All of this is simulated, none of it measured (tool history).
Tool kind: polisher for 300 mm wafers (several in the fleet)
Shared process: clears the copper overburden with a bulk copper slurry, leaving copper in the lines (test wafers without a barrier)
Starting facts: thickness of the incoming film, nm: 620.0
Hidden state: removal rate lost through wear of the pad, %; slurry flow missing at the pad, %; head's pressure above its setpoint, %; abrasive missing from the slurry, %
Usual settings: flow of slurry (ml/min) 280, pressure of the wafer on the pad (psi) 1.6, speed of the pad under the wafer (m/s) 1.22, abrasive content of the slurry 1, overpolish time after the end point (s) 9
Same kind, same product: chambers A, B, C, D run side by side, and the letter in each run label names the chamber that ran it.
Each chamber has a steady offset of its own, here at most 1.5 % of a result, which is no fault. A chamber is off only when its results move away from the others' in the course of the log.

run,hour,flow of slurry (ml/min),pressure of the wafer on the pad (psi),speed of the pad under the wafer (m/s),abrasive content of the slurry,overpolish time after the end point (s),wafers polished on this pad,hours since the slurry nozzle was cleaned,hours since the head pressure was calibrated,hours since the slurry blender was calibrated,time until the end point was called (s),dishing of a wide line in a test structure (Å)
1D,15.9,280,1.6,1.22,1,9,488,158.2,377.9,33.4,97.598,197.85
2A,31.4,280,1.6,1.22,1,9,959,239,602.1,73.9,99.041,194.06
3C,44.3,280,1.6,1.22,1,9,1025,316.4,436.2,90.9,99.265,202.26
# hour 48.4: chamber C: worn pad replaced by a new one
4B,56.1,280,1.6,1.22,1,9,613,297.1,1256.6,58.5,95.949,189.53
# hour 61.1: chamber D: worn pad replaced by a new one
5C,66.7,280,1.6,1.22,1,9,153,338.8,458.6,113.3,100.12,197.85
# hour 69.5: chamber A: worn pad replaced by a new one
6D,77.8,280,1.6,1.22,1,9,140,220.1,439.8,95.3,97.39,187.91
# hour 80.3: chamber D: slurry nozzle cleaned
# hour 83.5: chamber A: head pressure recalibrated
# hour 83.7: chamber B: worn pad replaced by a new one
7B,90,280,1.6,1.22,1,9,52,331,1290.5,92.4,94.928,202.43
8A,102.2,280,1.6,1.22,1,9,274,309.8,18.7,144.7,96.386,204.51
9D,113.6,280,1.3,1.48,1,9,439,33.3,475.6,131.1,100.58,192.19
10A,127.5,280,1.3,1.48,1,9,485,335.1,44,170,99.671,195.17
11B,143.3,280,1.3,1.48,1,9,498,384.3,1343.8,145.7,98.804,181.63
# hour 145.7: chamber B: head pressure recalibrated
12C,153.8,280,1.3,1.48,1,9,882,425.9,545.7,200.4,101.08,185.56
13C,165.1,365,1.6,1.54,1,9,977,437.2,557,211.7,76.203,203.13
# hour 177.8: chamber C: worn pad replaced by a new one
14B,179.8,365,1.6,1.54,1,9,804,420.8,34.1,182.2,67.78,213.58
# hour 182.8: chamber D: worn pad replaced by a new one
15A,193,365,1.6,1.54,1,9,1033,400.6,109.5,235.5,75.554,208.67
# hour 195.8: chamber B: worn pad replaced by a new one
# hour 204.7: chamber A: worn pad replaced by a new one
16D,205.5,365,1.6,1.54,1,9,190,125.2,567.5,223,75.263,207.74
# hour 205.9: chamber D: slurry blender recalibrated
17C,216.8,280,1.6,1.22,1,9,327,488.9,608.7,263.4,99.057,197.43
18B,227.3,280,1.6,1.22,1,9,264,468.3,81.6,229.7,86.65,197.7
19A,235.3,280,1.6,1.22,1,9,256,442.9,151.8,277.8,99.399,191.83
# hour 244.1: chamber B: slurry blender recalibrated
20D,244.2,280,1.6,1.22,1,9,514,163.9,606.2,38.3,96.206,199.35
21C,256.8,280,1.6,1.22,1,9,661,528.9,648.7,303.4,98.066,192.73
22D,265.3,280,1.6,1.22,1,9,690,185,627.3,59.4,98.183,189.07
23B,276.5,280,1.6,1.22,1,9,675,517.5,130.8,32.5,87.683,205.19
24A,291.3,230,1.1,1.22,1,9,724,498.9,207.8,333.8,144.68,160.47
# hour 302: chamber B: worn pad replaced by a new one
25B,305,230,1.1,1.22,1,9,25,546,159.3,61,132.67,166.32
# hour 308.5: chamber A: slurry blender recalibrated
# hour 312.3: chamber D: worn pad replaced by a new one
26A,312.3,230,1.1,1.22,1,9,900,519.9,228.8,3.8,146.04,163.38
# hour 314: chamber D: slurry nozzle cleaned
# hour 324.7: chamber C: worn pad replaced by a new one
27D,325.1,230,1.1,1.22,1,9,107,11.1,687.1,119.2,142.12,166.53
28C,340.5,280,1.6,1.22,1,9,132,612.6,732.4,387.1,99.655,191.37
29A,348.9,280,1.6,1.22,1,9,1206,556.5,265.4,40.4,99.109,194.32
30B,357.8,280,1.6,1.22,1,9,467,598.8,212.1,113.8,87.054,198.28
# hour 358.8: chamber A: worn pad replaced by a new one
31C,373.7,200,1.6,1.22,1,9,410,645.8,765.6,420.3,102.77,189.29
# hour 385.7: chamber C: slurry blender recalibrated
32D,388.9,200,1.6,1.22,1,9,641,74.9,750.9,183,102.13,198
33A,396.6,200,1.6,1.22,1,9,316,604.2,313.1,88.1,102.76,193.77
34C,405,200,1.6,1.22,1,9,672,677.1,796.9,19.4,102.4,191.62
# hour 405.5: chamber B: slurry nozzle cleaned
# hour 412.6: chamber B: worn pad replaced by a new one
# hour 413.1: chamber D: worn pad replaced by a new one
35D,415.2,280,1.6,1.22,1,9,17,101.2,777.2,209.3,97.967,196.38
# hour 422.9: chamber D: slurry blender recalibrated
36B,424.9,280,1.6,1.22,1,9,103,19.4,279.2,180.9,87.728,196.75
37B,440.5,280,1.6,1.22,1,9,233,35,294.8,196.5,87.463,203.78
# hour 443.2: chamber C: worn pad replaced by a new one
38C,452,280,1.6,1.22,1,9,73,724.1,843.9,66.4,100,190.51
39A,460.5,280,1.2,1.22,0.9,9,851,668.1,377,152,132.31,168.75
40D,470.7,280,1.2,1.22,0.9,9,482,156.7,832.7,47.9,130.83,170.33
41B,478.2,280,1.2,1.22,0.9,9,549,72.7,332.5,234.2,121.28,179.69

Is one chamber off against the others, does the gauge drift, or is nothing wrong? If a chamber is off, say which, and what the likeliest cause is.

A service left chamber B off against the others.
Cause: head's pressure above its setpoint, % = 9.84.

Below are 4 candidate recipes for chamber B's next run, each the usual settings with a change, their results shown as question marks. Which of them brings B's results back in line with what the other chambers give on the usual settings?
Allowed miss from the other chambers' usual-settings mean, per result, to count as in line: time until the end point was called (s) 4; dishing of a wide line in a test structure (Å) 15
42B-1,489.8,280,1.7,1.28,1,9,,,,,?,?
42B-2,489.8,280,1.5,1.16,1,9,,,,,?,?
42B-3,489.8,275,1.4,1.1,1,9,,,,,?,?
42B-4,489.8,285,1.8,1.34,1,9,,,,,?,?

Average result of the remaining chambers running the usual settings: time until the end point was called (s) 98.288; dishing of a wide line in a test structure (Å) 194.58
run,time until the end point was called (s),dishing of a wide line in a test structure (Å)
42B-1,77.873,206.96
42B-2,97.59,192.41
42B-3,110.6,183.29
42B-4,70.074,212.75
Change 42B-2 lands the chamber within the allowed miss of the other chambers.
